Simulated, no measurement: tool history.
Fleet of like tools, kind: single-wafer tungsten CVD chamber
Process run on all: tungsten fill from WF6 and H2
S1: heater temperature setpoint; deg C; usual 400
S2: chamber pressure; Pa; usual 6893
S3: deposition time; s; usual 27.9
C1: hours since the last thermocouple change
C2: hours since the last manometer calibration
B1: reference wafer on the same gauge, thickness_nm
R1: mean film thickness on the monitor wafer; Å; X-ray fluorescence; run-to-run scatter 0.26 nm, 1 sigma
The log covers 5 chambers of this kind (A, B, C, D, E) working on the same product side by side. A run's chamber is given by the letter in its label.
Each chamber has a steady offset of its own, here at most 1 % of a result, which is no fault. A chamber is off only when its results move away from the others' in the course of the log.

| run | hour | S1 | S2 | S3 | C1 | C2 | B1 | R1 |
|---|---|---|---|---|---|---|---|---|
| 1D | 13.9 | 400 | 6893 | 27.9 | 15.7 | 2337.7 | 111.04 | 1045.8 |
| 2E | 22.4 | 400 | 6893 | 27.9 | 256 | 1780.5 | 111.02 | 1043 |
| 3A | 33.1 | 400 | 6893 | 27.9 | 1581 | 1589.7 | 111.05 | 1038.3 |
| 4C | 45.6 | 400 | 6893 | 27.9 | 1408.4 | 1953.5 | 111 | 1031.5 |
| 5B | 55.8 | 400 | 6893 | 27.9 | 1152.4 | 467.9 | 111 | 1034.9 |
|  | 61.1 | chamber A: capacitance manometer re-zeroed and calibrated |
| 6A | 65.1 | 400 | 6893 | 27.9 | 1613 | 4.1 | 111.05 | 1040.4 |
| 7B | 79.5 | 400 | 6893 | 27.9 | 1176.1 | 491.6 | 111.01 | 1047 |
| 8C | 88 | 400 | 6893 | 27.9 | 1450.8 | 1995.9 | 111.02 | 1035.2 |
| 9D | 101.5 | 400 | 6893 | 27.9 | 103.3 | 2425.3 | 111.03 | 1043.3 |
| 10E | 114.4 | 400 | 6893 | 27.9 | 348 | 1872.5 | 110.96 | 1042.5 |
| 11A | 128.9 | 400 | 6893 | 27.9 | 1676.8 | 67.9 | 111 | 1040.6 |
| 12E | 137.5 | 400 | 6893 | 27.9 | 371.1 | 1895.6 | 110.95 | 1039.7 |
| 13B | 150.4 | 400 | 6893 | 27.9 | 1247 | 562.5 | 111.05 | 1038.1 |
| 14C | 162 | 400 | 6893 | 27.9 | 1524.8 | 2069.9 | 110.96 | 1033.8 |
| 15D | 175.5 | 400 | 6893 | 27.9 | 177.3 | 2499.3 | 110.96 | 1042.2 |
| 16A | 182.2 | 400 | 6893 | 27.9 | 1730.1 | 121.2 | 110.95 | 1037.5 |
| 17E | 189.1 | 400 | 6893 | 27.9 | 422.7 | 1947.2 | 110.98 | 1038.2 |
| 18C | 202.1 | 400 | 6893 | 27.9 | 1564.9 | 2110 | 111.05 | 1033.2 |
| 19D | 211.1 | 400 | 6893 | 27.9 | 212.9 | 2534.9 | 110.99 | 1044 |
| 20B | 222.3 | 400 | 6893 | 27.9 | 1318.9 | 634.4 | 111.04 | 1041.6 |
| 21A | 230.4 | 400 | 6893 | 27.9 | 1778.3 | 169.4 | 111.02 | 1044 |
| 22E | 240.8 | 400 | 6893 | 27.9 | 474.4 | 1998.9 | 111.02 | 1036.9 |
|  | 243.3 | chamber D: capacitance manometer re-zeroed and calibrated |
| 23D | 254.7 | 400 | 6893 | 27.9 | 256.5 | 11.4 | 110.97 | 1044.2 |
| 24B | 268.1 | 400 | 6893 | 27.9 | 1364.7 | 680.2 | 111.01 | 1044.3 |
| 25C | 282.9 | 400 | 6893 | 27.9 | 1645.7 | 2190.8 | 111.02 | 1033.8 |
| 26D | 296.3 | 407 | 8039 | 27.9 | 298.1 | 53 | 111.02 | 1269.5 |
| 27B | 307.3 | 407 | 8039 | 27.9 | 1403.9 | 719.4 | 110.96 | 1263.7 |
| 28C | 317.1 | 407 | 8039 | 27.9 | 1679.9 | 2225 | 111 | 1258.4 |
| 29A | 329 | 407 | 8039 | 27.9 | 1876.9 | 268 | 111 | 1255.1 |
| 30E | 338.5 | 407 | 8039 | 27.9 | 572.1 | 2096.6 | 110.94 | 1259.2 |
| 31D | 345.3 | 400 | 6893 | 27.9 | 347.1 | 102 | 111.05 | 1046.8 |
| 32C | 357.6 | 386 | 8226 | 27.9 | 1720.4 | 2265.5 | 111.08 | 859.44 |
| 33B | 367.2 | 386 | 8226 | 27.9 | 1463.8 | 779.3 | 111.01 | 863.15 |
| 34E | 381.1 | 386 | 8226 | 27.9 | 614.7 | 2139.2 | 111.03 | 864.17 |
| 35A | 395.7 | 386 | 8226 | 27.9 | 1943.6 | 334.7 | 111.01 | 863.36 |
| 36B | 410.4 | 386 | 8226 | 27.9 | 1507 | 822.5 | 110.99 | 863.75 |
| 37E | 419.8 | 400 | 8546 | 27.9 | 653.4 | 2177.9 | 110.99 | 1143.3 |
| 38D | 430.4 | 400 | 8546 | 27.9 | 432.2 | 187.1 | 111.01 | 1153.4 |
| 39C | 437.6 | 400 | 8546 | 27.9 | 1800.4 | 2345.5 | 111.04 | 1138.5 |

Read the log: is a single chamber off, either drifting away or since a service, is the gauge that measures every chamber drifting, or is nothing wrong beyond small per-chamber offsets? Name any odd chamber and what most likely caused it.

Beyond each chamber's small constant offset nothing stands out, and the gauge stays steady.

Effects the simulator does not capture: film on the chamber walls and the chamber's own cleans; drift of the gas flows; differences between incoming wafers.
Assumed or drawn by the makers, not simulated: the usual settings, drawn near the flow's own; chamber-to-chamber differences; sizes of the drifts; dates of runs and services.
